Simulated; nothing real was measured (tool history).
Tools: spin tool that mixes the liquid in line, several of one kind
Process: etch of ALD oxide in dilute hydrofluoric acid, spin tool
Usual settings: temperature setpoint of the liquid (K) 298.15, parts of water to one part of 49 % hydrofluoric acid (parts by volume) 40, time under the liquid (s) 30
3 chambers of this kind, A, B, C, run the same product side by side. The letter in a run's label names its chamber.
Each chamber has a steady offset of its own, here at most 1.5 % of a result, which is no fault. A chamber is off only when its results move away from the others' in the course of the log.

| run | hour | temperature setpoint of the liquid (K) | parts of water to one part of 49 % hydrofluoric acid (parts by volume) | time under the liquid (s) | hours since the thermometer was replaced | hours since the hydrofluoric acid flow meter was replaced | read-back film thickness of the ALD oxide reference wafer, read on the same gauge (nm) | thickness taken off the ALD oxide on a monitor wafer (nm) |
|---|---|---|---|---|---|---|---|---|
| 1A | 14.5 | 298.15 | 40 | 30 | 321.5 | 797.8 | 89.991 | 15.195 |
| 2C | 28 | 298.15 | 40 | 30 | 1315.5 | 155.9 | 90.013 | 15.091 |
| 3B | 42.6 | 298.15 | 40 | 30 | 805.4 | 745.7 | 90.033 | 14.835 |
| 4C | 58.8 | 298.15 | 40 | 30 | 1346.3 | 186.7 | 90.008 | 15.062 |
| 5A | 69.2 | 298.15 | 40 | 30 | 376.2 | 852.5 | 89.987 | 15.167 |
| 6B | 83.4 | 298.15 | 40 | 30 | 846.2 | 786.5 | 89.97 | 14.868 |
| 7B | 95.1 | 298.15 | 40 | 30 | 857.9 | 798.2 | 90 | 14.955 |
| 8A | 107.1 | 298.15 | 40 | 30 | 414.1 | 890.4 | 90.017 | 15.012 |
| 9C | 122 | 298.15 | 40 | 30 | 1409.5 | 249.9 | 90.015 | 14.984 |
| 10B | 129.9 | 298.15 | 40 | 30 | 892.7 | 833 | 90.011 | 15.155 |
| 11C | 144.2 | 298.15 | 40 | 30 | 1431.7 | 272.1 | 89.994 | 15.084 |
| 12A | 155.2 | 298.15 | 55 | 40 | 462.2 | 938.5 | 90.027 | 14.023 |
| 13A | 162.4 | 298.15 | 55 | 40 | 469.4 | 945.7 | 89.992 | 14.128 |
| 14B | 173.7 | 298.15 | 55 | 40 | 936.5 | 876.8 | 90.005 | 14.433 |
|  | 176.7 | chamber C: thermometer replaced |
| 15C | 187.6 | 298.15 | 40 | 30 | 10.9 | 315.5 | 90.017 | 14.93 |
| 16C | 196.8 | 298.15 | 40 | 30 | 20.1 | 324.7 | 90.027 | 15.011 |
| 17B | 212.6 | 298.15 | 40 | 30 | 975.4 | 915.7 | 89.984 | 15.133 |
| 18A | 225.8 | 298.15 | 40 | 30 | 532.8 | 1009.1 | 89.991 | 14.562 |
| 19A | 240.1 | 298.15 | 40 | 30 | 547.1 | 1023.4 | 89.984 | 14.58 |
| 20C | 247.4 | 298.15 | 40 | 30 | 70.7 | 375.3 | 90.027 | 15.09 |
| 21B | 262.4 | 298.15 | 40 | 15 | 1025.2 | 965.5 | 90.017 | 7.425 |
| 22B | 275.2 | 298.15 | 40 | 15 | 1038 | 978.3 | 90.029 | 7.4968 |
| 23A | 289.2 | 298.15 | 40 | 15 | 596.2 | 1072.5 | 90.005 | 7.1339 |
| 24C | 297.7 | 298.15 | 25 | 30 | 121 | 425.6 | 89.985 | 24.538 |
| 25C | 308.1 | 298.15 | 25 | 30 | 131.4 | 436 | 89.991 | 24.393 |
| 26A | 322 | 298.15 | 25 | 30 | 629 | 1105.3 | 89.994 | 23.522 |
| 27B | 329.2 | 298.15 | 40 | 30 | 1092 | 1032.3 | 89.997 | 15.002 |
| 28A | 342.5 | 298.15 | 40 | 30 | 649.5 | 1125.8 | 90 | 14.136 |
| 29C | 351.8 | 298.15 | 40 | 30 | 175.1 | 479.7 | 89.981 | 15.02 |
| 30B | 364.1 | 298.15 | 40 | 30 | 1126.9 | 1067.2 | 89.992 | 14.853 |

What goes on in this fleet: one chamber off, a drifting gauge, or nothing beyond the chambers' own small offsets? Name the chamber and the cause, if any.

Chamber A drifts away from the others.
Cause: liquid colder than its thermometer reads (K) = 1.95.
The log may not tell that from: hydrofluoric acid flow below the setpoint (%).

Here are 4 candidates for chamber A's next run, each the usual settings with a change, their results left as question marks. Which one brings its results back in line with what the others give on the usual settings?
In line means no further than this from the other chambers' mean on the usual settings: thickness taken off the ALD oxide on a monitor wafer (nm) 0.33
| 31A-1 | 375.7 | 296.65 | 40 | 30 |  |  |  | ? |
| 31A-2 | 375.7 | 301.65 | 40 | 30 |  |  |  | ? |
| 31A-3 | 375.7 | 297.65 | 45 | 30 |  |  |  | ? |
| 31A-4 | 375.7 | 299.65 | 40 | 30 |  |  |  | ? |

The other chambers' mean on the usual settings: thickness taken off the ALD oxide on a monitor wafer (nm) 14.994
| run | thickness taken off the ALD oxide on a monitor wafer (nm) |
|---|---|
| 31A-1 | 13.168 |
| 31A-2 | 16.222 |
| 31A-3 | 12.112 |
| 31A-4 | 14.939 |
31A-4 brings the chamber back in line.
